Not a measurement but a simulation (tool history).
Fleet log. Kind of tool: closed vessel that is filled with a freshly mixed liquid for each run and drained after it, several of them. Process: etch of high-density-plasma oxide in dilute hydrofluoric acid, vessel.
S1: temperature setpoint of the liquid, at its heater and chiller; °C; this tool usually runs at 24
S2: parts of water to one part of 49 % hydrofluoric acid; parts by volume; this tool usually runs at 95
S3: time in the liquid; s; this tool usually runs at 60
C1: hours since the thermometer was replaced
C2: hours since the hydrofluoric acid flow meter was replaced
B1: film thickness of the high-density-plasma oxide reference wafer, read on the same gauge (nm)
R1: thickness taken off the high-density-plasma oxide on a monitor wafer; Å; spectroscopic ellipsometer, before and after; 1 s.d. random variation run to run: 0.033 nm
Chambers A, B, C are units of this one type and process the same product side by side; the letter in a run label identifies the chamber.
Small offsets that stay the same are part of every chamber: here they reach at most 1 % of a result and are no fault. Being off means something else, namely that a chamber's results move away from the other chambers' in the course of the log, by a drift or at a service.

Run 1B, hour 11.4: usual settings; C1 403.2; C2 681.4; B1 49.986. Result: R1 71.133 Å.
Run 2C, hour 18: usual settings; C1 48.2; C2 34.8; B1 49.996. Result: R1 70.557 Å.
Run 3A, hour 29.7: usual settings; C1 1666.9; C2 449.5; B1 50.044. Result: R1 71.033 Å.
Run 4A, hour 41.7: usual settings; C1 1678.9; C2 461.5; B1 49.994. Result: R1 70.899 Å.
Run 5B, hour 48.8: usual settings; C1 440.6; C2 718.8; B1 50.007. Result: R1 71.454 Å.
Run 6C, hour 62.1: usual settings; C1 92.3; C2 78.9; B1 50.022. Result: R1 69.996 Å.
Run 7C, hour 75.7: usual settings; C1 105.9; C2 92.5; B1 49.984. Result: R1 70.841 Å.
Run 8B, hour 82.8: usual settings; C1 474.6; C2 752.8; B1 49.996. Result: R1 71.301 Å.
At hour 87.7: chamber A: thermometer replaced.
Run 9A, hour 91: usual settings; C1 3.3; C2 510.8; B1 50.013. Result: R1 71.355 Å.
Run 10B, hour 104.5: usual settings; C1 496.3; C2 774.5; B1 50.019. Result: R1 71.476 Å.
Run 11A, hour 114.3: usual settings but S3 50 s; C1 26.6; C2 534.1; B1 49.996. Result: R1 59.859 Å.
Run 12C, hour 123.5: usual settings but S3 50 s; C1 153.7; C2 140.3; B1 50.011. Result: R1 59.252 Å.
Run 13B, hour 137.5: usual settings but S3 50 s; C1 529.3; C2 807.5; B1 50.003. Result: R1 59.264 Å.
Run 14A, hour 145.7: usual settings; C1 58; C2 565.5; B1 49.969. Result: R1 72.176 Å.
Run 15C, hour 157.6: usual settings; C1 187.8; C2 174.4; B1 49.989. Result: R1 71.246 Å.
Run 16B, hour 164.2: usual settings; C1 556; C2 834.2; B1 49.989. Result: R1 71.263 Å.
Run 17A, hour 170.6: usual settings; C1 82.9; C2 590.4; B1 49.993. Result: R1 72.8 Å.
Run 18C, hour 180.2: usual settings; C1 210.4; C2 197; B1 49.99. Result: R1 70.835 Å.
Run 19B, hour 193.6: usual settings; C1 585.4; C2 863.6; B1 50.023. Result: R1 71.417 Å.
Run 20C, hour 207.2: usual settings; C1 237.4; C2 224; B1 50.007. Result: R1 70.053 Å.
At hour 216.5: chamber B: hydrofluoric acid flow meter replaced.
Run 21A, hour 216.9: usual settings; C1 129.2; C2 636.7; B1 50.016. Result: R1 73.328 Å.
Run 22C, hour 228.6: usual settings but S2 55 parts by volume; C1 258.8; C2 245.4; B1 50.012. Result: R1 129.25 Å.
Run 23A, hour 238.3: usual settings but S2 55 parts by volume; C1 150.6; C2 658.1; B1 49.997. Result: R1 134.64 Å.
Run 24B, hour 245.6: usual settings but S2 55 parts by volume; C1 637.4; C2 29.2; B1 49.995. Result: R1 130.32 Å.
Run 25B, hour 257.7: usual settings; C1 649.5; C2 41.3; B1 49.972. Result: R1 71.252 Å.
Run 26C, hour 264.3: usual settings but S1 28 °C, S2 65 parts by volume; C1 294.5; C2 281.1; B1 50.003. Result: R1 127.25 Å.
Run 27A, hour 271.1: usual settings but S1 28 °C, S2 65 parts by volume; C1 183.4; C2 690.9; B1 49.991. Result: R1 131.76 Å.

Read the log: is a single chamber off, either drifting away or since a service, is the gauge that measures every chamber drifting, or is nothing wrong beyond small per-chamber offsets? Name any odd chamber and what most likely caused it.

Little by little, chamber A moves away from the other chambers.
Cause: hydrofluoric acid flow above the setpoint (%) = 4.39.

Here are 4 candidates for chamber A's next run, each the usual settings with a change, their results left as question marks. Which one brings its results back in line with what the others give on the usual settings?
Allowed miss from the other chambers' usual-settings mean, per result, to count as in line: R1 1.2 Å
Run 28A-1, hour 281.3: usual settings but S1 26 °C. Result: R1 ?.
Run 28A-2, hour 281.3: usual settings but S1 23 °C. Result: R1 ?.
Run 28A-3, hour 281.3: usual settings but S1 25 °C. Result: R1 ?.
Run 28A-4, hour 281.3: usual settings but S1 22 °C. Result: R1 ?.

Average result of the remaining chambers running the usual settings: R1 71.073 Å
  run      R1
28A-1  80.099
28A-2  71.131
28A-3  77.007
28A-4  68.314
With 28A-2, the chamber falls back in line with the rest.

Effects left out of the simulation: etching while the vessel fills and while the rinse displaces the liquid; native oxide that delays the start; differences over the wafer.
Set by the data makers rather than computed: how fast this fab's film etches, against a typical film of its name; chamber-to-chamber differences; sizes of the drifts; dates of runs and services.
